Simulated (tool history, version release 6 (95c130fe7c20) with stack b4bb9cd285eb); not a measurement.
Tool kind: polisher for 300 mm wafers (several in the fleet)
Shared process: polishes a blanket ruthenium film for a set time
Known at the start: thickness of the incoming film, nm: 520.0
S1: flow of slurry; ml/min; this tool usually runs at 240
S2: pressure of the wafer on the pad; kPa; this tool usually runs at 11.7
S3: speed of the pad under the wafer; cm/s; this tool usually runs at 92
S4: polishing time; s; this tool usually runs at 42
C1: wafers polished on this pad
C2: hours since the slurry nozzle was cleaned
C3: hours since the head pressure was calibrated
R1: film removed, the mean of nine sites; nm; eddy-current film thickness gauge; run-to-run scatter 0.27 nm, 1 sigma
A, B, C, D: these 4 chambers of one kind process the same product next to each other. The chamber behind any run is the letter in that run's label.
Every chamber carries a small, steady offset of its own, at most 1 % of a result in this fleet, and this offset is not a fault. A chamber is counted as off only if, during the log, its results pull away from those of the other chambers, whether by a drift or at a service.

run	hour	S1	S2	S3	S4	C1	C2	C3	R1
1B	10.5	240	11.7	92	42	197	118.4	619.4	30.747
# hour 13.5: chamber A: worn pad replaced by a new one
# hour 24.6: chamber D: worn pad replaced by a new one
2C	25.5	240	11.7	92	42	1133	40.4	102.6	31.229
3D	40.2	240	11.7	92	42	238	503	593.2	30.967
4A	49.5	240	11.7	92	42	548	201.6	706.2	30.826
5A	60.1	240	15.2	92	42	710	212.2	716.8	39.437
6B	67.4	240	15.2	92	42	1064	175.3	676.3	39.673
# hour 70: chamber B: worn pad replaced by a new one
7C	74.6	240	15.2	92	42	1881	89.5	151.7	40.279
8D	89.1	240	15.2	92	42	983	551.9	642.1	39.923
# hour 100.4: chamber D: worn pad replaced by a new one
# hour 104.1: chamber A: worn pad replaced by a new one
9C	104.1	240	11.7	92	42	2331	119	181.2	30.761
10D	117.3	240	11.7	92	42	258	580.1	670.3	30.674
11B	133.2	240	11.7	92	42	964	241.1	742.1	30.343
12A	143.3	240	11.7	92	42	597	295.4	800	31.065
# hour 145.8: chamber A: slurry nozzle cleaned
13D	153.7	240	11.7	92	42	813	616.5	706.7	30.747
14B	162.8	240	14.5	62	42	1415	270.7	771.7	25.424
# hour 164.3: chamber B: worn pad replaced by a new one
# hour 171.4: chamber D: slurry nozzle cleaned
15C	173.5	240	14.5	62	42	3388	188.4	250.6	25.011
# hour 177.5: chamber A: worn pad replaced by a new one
# hour 182.2: chamber D: worn pad replaced by a new one
16A	182.3	240	14.5	62	42	73	36.5	839	25.832
17C	189.5	240	14.5	62	42	3632	204.4	266.6	25.287
18A	196.9	240	11.7	92	42	295	51.1	853.6	30.746
19D	211.5	240	7.6	92	42	447	40.1	764.5	20.173
20B	220.3	240	7.6	92	42	854	328.2	829.2	19.989
21B	231.6	240	7.6	92	42	1026	339.5	840.5	19.979
22D	246.3	240	7.6	92	42	977	74.9	799.3	19.741
# hour 256.3: chamber B: worn pad replaced by a new one
23C	257.9	240	11.7	92	42	4674	272.8	335	29.796
# hour 260.2: chamber D: worn pad replaced by a new one
# hour 262.7: chamber A: worn pad replaced by a new one
24A	267.9	240	11.7	92	42	79	122.1	924.6	31.057
25D	275.5	240	11.7	92	42	233	104.1	828.5	31.089
26B	290.2	240	11.7	92	42	517	398.1	899.1	30.862
27C	300.3	240	11.7	92	42	5320	315.2	377.4	29.35
# hour 310.8: chamber A: head pressure recalibrated
28A	312.2	240	11.7	92	42	754	166.4	1.4	30.413
# hour 325.6: chamber B: head pressure recalibrated
29A	327.3	240	11.7	92	42	984	181.5	16.5	30.22
# hour 335.6: chamber B: worn pad replaced by a new one
30C	339.2	240	11.7	92	42	5913	354.1	416.3	29.174
31D	347.1	240	11.7	92	42	1324	175.7	900.1	30.404
# hour 349.8: chamber D: worn pad replaced by a new one
# hour 351.5: chamber A: worn pad replaced by a new one
32B	360.8	240	11.7	92	42	383	468.7	35.2	30.171
33B	370.3	240	11.7	92	42	528	478.2	44.7	30.671
34A	381.2	240	11.7	92	42	453	235.4	70.4	30.522
35C	395.4	240	11.7	92	42	6769	410.3	472.5	28.842
36D	408.7	240	11.7	92	42	898	237.3	961.7	30.758
37D	421.5	240	8.3	92	53	1093	250.1	974.5	26.968

Read the log: is a single chamber off, either drifting away or since a service, is the gauge that measures every chamber drifting, or is nothing wrong beyond small per-chamber offsets? Name any odd chamber and what most likely caused it.

It is chamber C that slowly wanders off from its peers.
Cause: removal rate lost through wear of the pad, % = 8.12.
The log might look much the same if the cause were instead: slurry flow missing at the pad, %; head's pressure below its setpoint, %.

Below are 4 candidate recipes for chamber C's next run, each the usual settings with a change, their results shown as question marks. Which of them brings C's results back in line with what the other chambers give on the usual settings?
Allowed miss from the other chambers' usual-settings mean, per result, to count as in line: R1 0.94 nm
38C-1	432.9	240	11.7	92	43				?
38C-2	432.9	240	11.7	92	45				?
38C-3	432.9	240	11.7	90	42				?
38C-4	432.9	240	11.7	92	39				?

The other chambers' mean on the usual settings: R1 30.617 nm
run	R1
38C-1	29.318
38C-2	30.682
38C-3	28.01
38C-4	26.591
Change 38C-2 lands the chamber within the allowed miss of the other chambers.
